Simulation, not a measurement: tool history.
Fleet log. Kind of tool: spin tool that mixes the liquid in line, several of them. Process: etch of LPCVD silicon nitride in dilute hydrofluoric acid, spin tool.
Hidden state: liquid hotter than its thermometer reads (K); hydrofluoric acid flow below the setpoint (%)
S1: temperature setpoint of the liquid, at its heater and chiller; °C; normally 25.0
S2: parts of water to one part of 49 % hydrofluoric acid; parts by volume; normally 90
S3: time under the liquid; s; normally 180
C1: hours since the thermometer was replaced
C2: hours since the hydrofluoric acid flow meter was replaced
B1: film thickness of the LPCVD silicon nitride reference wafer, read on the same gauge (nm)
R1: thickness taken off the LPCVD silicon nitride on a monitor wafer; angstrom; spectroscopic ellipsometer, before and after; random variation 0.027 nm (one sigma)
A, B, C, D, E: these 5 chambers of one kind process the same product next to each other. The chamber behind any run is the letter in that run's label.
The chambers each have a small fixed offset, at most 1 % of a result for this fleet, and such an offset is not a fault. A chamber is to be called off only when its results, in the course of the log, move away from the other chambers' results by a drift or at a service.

| run | day | S1 | S2 | S3 | C1 | C2 | B1 | R1 |
|---|---|---|---|---|---|---|---|---|
| 1C | 0.517 | 25.0 | 90 | 180 | 393.5 | 1160.2 | 130.03 | 11.4020 |
| 2A | 1.079 | 25.0 | 90 | 180 | 1261.6 | 301.3 | 129.96 | 11.6910 |
| 3D | 1.404 | 25.0 | 90 | 180 | 1048.4 | 509.6 | 130.01 | 11.6680 |
| 4B | 1.792 | 25.0 | 90 | 180 | 1322.7 | 1206.7 | 130.01 | 11.4780 |
|  | 2.075 | chamber E: hydrofluoric acid flow meter replaced |
| 5E | 2.204 | 25.0 | 90 | 180 | 955.9 | 3.2 | 130.01 | 11.5140 |
| 6B | 2.525 | 25.0 | 90 | 180 | 1340.3 | 1224.3 | 130.01 | 11.1520 |
| 7A | 2.829 | 25.0 | 90 | 180 | 1303.6 | 343.3 | 129.98 | 11.4520 |
| 8E | 3.308 | 25.0 | 90 | 180 | 982.4 | 29.7 | 130.01 | 11.5590 |
| 9D | 3.792 | 25.0 | 90 | 180 | 1105.7 | 566.9 | 130.01 | 11.4470 |
| 10C | 4.238 | 25.0 | 90 | 180 | 482.8 | 1249.5 | 130.02 | 11.5700 |
|  | 4.500 | chamber E: thermometer replaced |
| 11A | 4.604 | 25.0 | 90 | 180 | 1346.2 | 385.9 | 130.00 | 12.0820 |
| 12E | 4.896 | 25.0 | 90 | 180 | 9.6 | 67.8 | 129.98 | 11.6270 |
|  | 5.242 | chamber C: hydrofluoric acid flow meter replaced |
| 13D | 5.262 | 25.0 | 90 | 180 | 1141.0 | 602.2 | 130.02 | 11.8260 |
| 14B | 5.654 | 25.0 | 90 | 180 | 1415.4 | 1299.4 | 130.03 | 11.4820 |
| 15C | 6.175 | 25.0 | 90 | 180 | 529.3 | 22.5 | 129.99 | 11.9510 |
| 16A | 6.650 | 25.0 | 90 | 180 | 1395.3 | 435.0 | 129.98 | 11.9740 |
| 17B | 7.175 | 25.0 | 90 | 180 | 1451.9 | 1335.9 | 129.98 | 11.1470 |
| 18C | 7.471 | 25.0 | 90 | 180 | 560.4 | 53.6 | 130.01 | 11.7620 |
| 19D | 7.733 | 25.0 | 90 | 180 | 1200.3 | 661.5 | 130.00 | 11.5060 |
| 20E | 8.192 | 27.5 | 90 | 135 | 88.7 | 146.9 | 130.00 | 10.0610 |
| 21E | 8.775 | 27.5 | 90 | 135 | 102.7 | 160.9 | 130.01 | 10.3290 |
| 22B | 9.262 | 27.5 | 90 | 135 | 1502.0 | 1386.0 | 130.00 | 10.3540 |
| 23D | 9.767 | 27.5 | 90 | 135 | 1249.1 | 710.3 | 130.00 | 10.2380 |
| 24C | 10.317 | 27.5 | 90 | 135 | 628.7 | 121.9 | 129.98 | 10.5130 |
| 25A | 10.779 | 26.5 | 90 | 90 | 1494.4 | 534.1 | 130.01 | 6.3398 |
| 26A | 11.071 | 26.5 | 90 | 90 | 1501.4 | 541.1 | 130.02 | 6.2720 |
| 27C | 11.496 | 26.5 | 90 | 90 | 657.0 | 150.2 | 129.98 | 6.4920 |
| 28B | 11.842 | 26.5 | 90 | 90 | 1563.9 | 1447.9 | 129.97 | 6.2962 |
| 29E | 12.196 | 26.5 | 90 | 90 | 184.8 | 243.0 | 130.01 | 6.1297 |
| 30D | 12.679 | 25.0 | 90 | 180 | 1319.0 | 780.2 | 130.01 | 11.4990 |
| 31B | 13.133 | 25.0 | 90 | 180 | 1594.9 | 1478.9 | 130.00 | 10.8700 |
| 32C | 13.658 | 25.0 | 90 | 180 | 708.9 | 202.1 | 129.98 | 11.7380 |
| 33D | 13.946 | 25.0 | 90 | 180 | 1349.4 | 810.6 | 129.97 | 11.5590 |
| 34A | 14.504 | 25.0 | 90 | 180 | 1583.8 | 623.5 | 130.00 | 11.4910 |
| 35E | 14.988 | 25.0 | 90 | 180 | 251.8 | 310.0 | 129.98 | 11.4330 |
| 36C | 15.271 | 25.0 | 90 | 180 | 747.6 | 240.8 | 130.01 | 11.3480 |
|  | 15.388 | chamber B: thermometer replaced |
| 37A | 15.575 | 25.0 | 90 | 180 | 1609.5 | 649.2 | 130.01 | 11.5380 |
| 38E | 15.912 | 25.0 | 90 | 180 | 274.0 | 332.2 | 129.97 | 11.5310 |
| 39D | 16.492 | 25.0 | 90 | 180 | 1410.5 | 871.7 | 130.01 | 11.2750 |
| 40B | 17.038 | 25.0 | 90 | 180 | 39.6 | 1572.6 | 130.00 | 11.4460 |

Has any chamber moved away from the others, gradually or after a service, or does the common gauge drift, or do the chambers differ only by their own small steady offsets? State the chamber and the most likely cause if one applies.

The fleet is healthy, with each chamber sitting at its usual small offset and no drift in the gauge.
